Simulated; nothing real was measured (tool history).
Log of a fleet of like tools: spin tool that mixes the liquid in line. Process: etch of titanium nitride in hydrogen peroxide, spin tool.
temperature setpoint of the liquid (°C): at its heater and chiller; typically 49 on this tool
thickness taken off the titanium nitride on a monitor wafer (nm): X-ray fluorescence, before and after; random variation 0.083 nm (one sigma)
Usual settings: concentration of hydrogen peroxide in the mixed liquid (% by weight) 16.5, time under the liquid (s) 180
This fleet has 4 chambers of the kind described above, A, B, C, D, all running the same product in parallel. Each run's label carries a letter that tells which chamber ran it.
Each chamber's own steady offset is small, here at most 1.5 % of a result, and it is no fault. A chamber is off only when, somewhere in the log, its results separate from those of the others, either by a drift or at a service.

run,hour,temperature setpoint of the liquid (°C),concentration of hydrogen peroxide in the mixed liquid (% by weight),time under the liquid (s),"read-back film thickness of the titanium nitride reference wafer, read on the same gauge (nm)",thickness taken off the titanium nitride on a monitor wafer (nm)
1B,6.2,49,16.5,180,40.006,8.7118
2A,12.1,49,16.5,180,40.012,8.3723
# hour 21.7: chamber D: heated supply line repaired
3C,22.4,49,16.5,180,39.984,8.6293
4D,30.3,49,16.5,180,39.998,8.4688
5D,36,49,16.5,180,40.003,8.5002
# hour 36.4: chamber A: heated supply line repaired
6A,41.8,49,16.5,180,40.02,8.5691
7B,51,49,16.5,180,40.008,8.573
8C,58.8,49,16.5,180,40.003,8.4527
9A,67,49,14,180,39.99,8.2953
10C,72.6,49,14,180,40.003,8.1855
11B,82,49,14,180,39.995,8.3204
12D,90.9,49,14,180,40.002,8.2251
13D,101.5,58.5,16.5,180,39.998,16.743
14B,110.6,58.5,16.5,180,39.987,16.742
# hour 110.7: chamber C: peroxide flow meter replaced
15C,119.5,58.5,16.5,180,40.008,15.746
16A,128.6,58.5,16.5,180,39.989,16.656
17D,139.4,49,16.5,180,39.982,8.5273
18A,148.9,49,16.5,180,39.983,8.5104
19C,154.2,49,16.5,180,39.984,8.1074
20B,162.3,49,16.5,180,39.992,8.6787
21C,169.7,49,16.5,180,40.004,7.8717
22D,177.5,49,16.5,180,40.021,8.4497
23B,183.4,49,16.5,180,39.985,8.5529
24A,189.2,49,16.5,180,40.008,8.608
25A,197.2,49,16.5,180,39.989,8.5384
26D,202.5,49,20.5,180,40.01,8.7067
27B,210.9,49,20.5,180,39.994,9.1113
28C,221.7,49,20.5,180,39.974,8.135
# hour 227.8: chamber D: new drum of peroxide connected
29C,228.9,49,20.5,180,40.008,8.125
30A,233.8,49,16.5,180,40.005,8.4932
31D,243.7,49,16.5,180,39.999,8.4458
32B,251.5,49,16.5,180,40.008,8.559

Which is it: a chamber that has drifted or been left off by a service, a gauge drift common to all chambers, or only each chamber's usual small offset? If a chamber is off, name it and its likeliest cause.

Chamber C drifts away from the others.
Cause: temperature lost on the way to the wafer (K) = 1.26.
The log may not tell that from: liquid colder than its thermometer reads (K).

Which of the 4 candidates below, each the usual settings with something changed and its results left as question marks, puts chamber C back in line with what the other chambers give on the usual settings?
In-line tolerance around the mean of the other chambers on the usual settings: thickness taken off the titanium nitride on a monitor wafer (nm) 0.29
33C-1,259.2,49,16.5,185,,?
33C-2,259.2,48,16.5,175,,?
33C-3,259.2,49,16.5,200,,?
33C-4,259.2,49,13.5,180,,?

Usual-settings mean across the other chambers: thickness taken off the titanium nitride on a monitor wafer (nm) 8.5195
run,thickness taken off the titanium nitride on a monitor wafer (nm)
33C-1,7.9046
33C-2,6.9373
33C-3,8.5455
33C-4,7.3698
33C-3 puts the chamber back in line with the other chambers.
